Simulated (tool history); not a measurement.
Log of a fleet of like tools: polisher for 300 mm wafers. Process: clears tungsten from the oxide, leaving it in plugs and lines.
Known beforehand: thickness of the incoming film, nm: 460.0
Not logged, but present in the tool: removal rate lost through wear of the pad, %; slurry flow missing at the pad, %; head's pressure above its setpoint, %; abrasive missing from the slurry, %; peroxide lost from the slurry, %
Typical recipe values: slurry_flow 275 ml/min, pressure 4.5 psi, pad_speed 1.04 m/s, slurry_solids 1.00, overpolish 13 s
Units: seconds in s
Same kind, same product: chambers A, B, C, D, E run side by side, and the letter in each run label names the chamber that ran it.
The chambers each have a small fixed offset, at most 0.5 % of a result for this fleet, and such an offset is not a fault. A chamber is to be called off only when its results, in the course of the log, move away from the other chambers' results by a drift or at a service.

run	hour	slurry_flow	pressure	pad_speed	slurry_solids	overpolish	wafers polished on this pad	hours since the slurry nozzle was cleaned	hours since the head pressure was calibrated	hours since the slurry blender was calibrated	hours since the slurry got fresh peroxide	seconds
# hour 3.3: chamber D: worn pad replaced by a new one
1C	7.2	275	4.5	1.04	1.00	13	182	220.9	699.8	10.2	25.4	73.539
2D	12.9	275	4.5	1.04	1.00	13	97	106.7	207.3	13.8	30.2	76.269
3E	17.0	275	4.5	1.04	1.00	13	277	461.8	92.0	239.8	63.2	74.396
4B	21.3	275	4.5	1.04	1.00	13	461	475.2	526.6	337.2	102.4	74.244
# hour 23.7: chamber E: slurry blender recalibrated
5A	27.4	275	3.6	1.04	1.00	13	421	316.1	384.5	238.2	40.2	94.588
6E	34.3	275	3.6	1.04	1.00	13	451	479.1	109.3	10.6	80.5	92.483
7A	42.1	275	3.6	1.04	1.00	13	569	330.8	399.2	252.9	54.9	98.615
# hour 42.5: chamber B: slurry tank refilled with fresh slurry and peroxide
8D	46.0	275	3.6	1.04	1.00	13	430	139.8	240.4	46.9	63.3	94.382
# hour 51.9: chamber D: slurry tank refilled with fresh slurry and peroxide
9C	53.8	275	3.6	1.04	1.00	13	652	267.5	746.4	56.8	72.0	91.600
# hour 60.5: chamber A: slurry tank refilled with fresh slurry and peroxide
10B	61.5	275	4.5	1.04	1.00	13	866	515.4	566.8	377.4	19.0	76.116
11D	66.4	275	4.5	1.04	1.00	13	635	160.2	260.8	67.3	14.5	72.667
# hour 68.2: chamber B: worn pad replaced by a new one
12B	71.9	275	4.5	1.04	1.00	13	37	525.8	577.2	387.8	29.4	74.671
# hour 72.9: chamber C: worn pad replaced by a new one
13C	77.3	275	4.5	1.04	1.00	13	45	291.0	769.9	80.3	95.5	74.217
14E	83.3	275	3.3	1.04	0.85	13	944	528.1	158.3	59.6	129.5	107.570
15A	91.2	275	3.3	1.04	0.85	13	1064	379.9	448.3	302.0	30.8	110.580
16E	98.5	275	3.3	1.04	0.85	13	1097	543.3	173.5	74.8	144.7	111.920
# hour 100.9: chamber C: slurry tank refilled with fresh slurry and peroxide
17D	103.9	275	3.3	1.04	0.85	13	1013	197.7	298.3	104.8	52.0	105.010
# hour 106.4: chamber A: slurry blender recalibrated
18C	109.8	275	3.3	1.04	0.85	13	372	323.5	802.4	112.8	8.9	106.670
# hour 111.1: chamber B: slurry blender recalibrated
19B	113.9	275	4.5	1.04	1.00	13	460	567.8	619.2	2.8	71.4	75.857
# hour 116.2: chamber D: worn pad replaced by a new one
# hour 116.6: chamber E: worn pad replaced by a new one
20A	118.7	275	4.5	1.04	1.15	13	1341	407.4	475.8	12.3	58.3	71.219
21B	123.1	275	4.5	1.04	1.15	13	553	577.0	628.4	12.0	80.6	71.851
# hour 123.4: chamber D: slurry tank refilled with fresh slurry and peroxide
# hour 124.4: chamber A: worn pad replaced by a new one
# hour 129.0: chamber B: slurry nozzle cleaned
22D	131.0	275	4.5	1.04	1.15	13	149	224.8	325.4	131.9	7.7	73.559
23C	134.9	275	4.5	1.04	1.15	13	624	348.6	827.5	137.9	34.0	72.396
24E	140.2	275	4.5	1.04	1.15	13	237	585.0	215.2	116.5	186.4	78.489
25A	144.8	275	5.3	1.04	0.80	13	205	433.5	501.9	38.4	84.4	65.086
# hour 146.0: chamber A: slurry tank refilled with fresh slurry and peroxide
26B	148.2	275	5.3	1.04	0.80	13	805	19.2	653.5	37.1	105.7	67.167
27E	153.7	275	5.3	1.04	0.80	13	373	598.5	228.7	130.0	199.9	76.550
28A	160.7	275	5.3	1.04	0.80	13	365	449.4	517.8	54.3	14.7	68.903
# hour 162.9: chamber C: worn pad replaced by a new one
# hour 163.2: chamber D: slurry blender recalibrated
29D	166.9	275	5.3	1.04	0.80	13	511	260.7	361.3	3.8	43.6	66.171
# hour 170.1: chamber B: worn pad replaced by a new one
30C	171.2	275	4.5	1.04	1.00	13	83	384.9	863.8	174.2	70.3	74.962
31A	175.6	275	4.5	1.04	1.00	13	515	464.3	532.7	69.2	29.6	77.180
32B	182.5	275	4.5	1.04	1.00	13	124	53.5	687.8	71.4	140.0	76.866
33D	188.3	275	4.5	1.04	1.00	13	726	282.1	382.7	25.2	65.0	76.991
# hour 188.7: chamber D: slurry tank refilled with fresh slurry and peroxide
34E	192.6	275	4.5	1.04	1.00	13	765	637.4	267.6	168.9	238.8	85.214
# hour 193.5: chamber C: slurry tank refilled with fresh slurry and peroxide
# hour 194.9: chamber B: slurry tank refilled with fresh slurry and peroxide
35C	199.2	275	4.5	1.04	1.00	13	365	412.9	891.8	202.2	5.7	74.437
36B	205.7	275	4.5	1.04	1.00	13	358	76.7	711.0	94.6	10.9	73.977
# hour 211.7: chamber D: worn pad replaced by a new one
37A	213.0	275	4.5	1.04	1.00	13	891	501.7	570.1	106.6	67.0	76.278
38C	219.6	275	4.5	1.04	1.00	13	570	433.3	912.2	222.6	26.1	73.797
39D	224.8	275	4.5	1.04	1.00	13	132	318.6	419.2	61.7	36.2	74.722

Does one chamber stand apart from the rest, does the shared gauge drift, or is all well apart from small per-chamber offsets? Give the chamber and the most likely cause, where there is one.

One chamber, E, drifts off from the rest bit by bit.
What lies behind it: peroxide lost from the slurry, % = 37.8.

Below are 4 candidate recipes for chamber E's next run, each the usual settings with a change, their results shown as question marks. Which of them brings E's results back in line with what the other chambers give on the usual settings?
In-line tolerance around the mean of the other chambers on the usual settings: seconds 4.900 s
40E-1	230.5	275	4.5	0.84	1.00	13						?
40E-2	230.5	275	4.9	1.14	1.00	13						?
40E-3	230.5	275	3.3	1.04	1.00	13						?
40E-4	230.5	275	6.2	1.04	1.00	13						?

Other chambers, usual settings, mean: seconds 75.227 s
run	seconds
40E-1	112.430
40E-2	75.820
40E-3	124.060
40E-4	65.601
The right change is 40E-2: it brings the chamber back within the allowed miss of the others.

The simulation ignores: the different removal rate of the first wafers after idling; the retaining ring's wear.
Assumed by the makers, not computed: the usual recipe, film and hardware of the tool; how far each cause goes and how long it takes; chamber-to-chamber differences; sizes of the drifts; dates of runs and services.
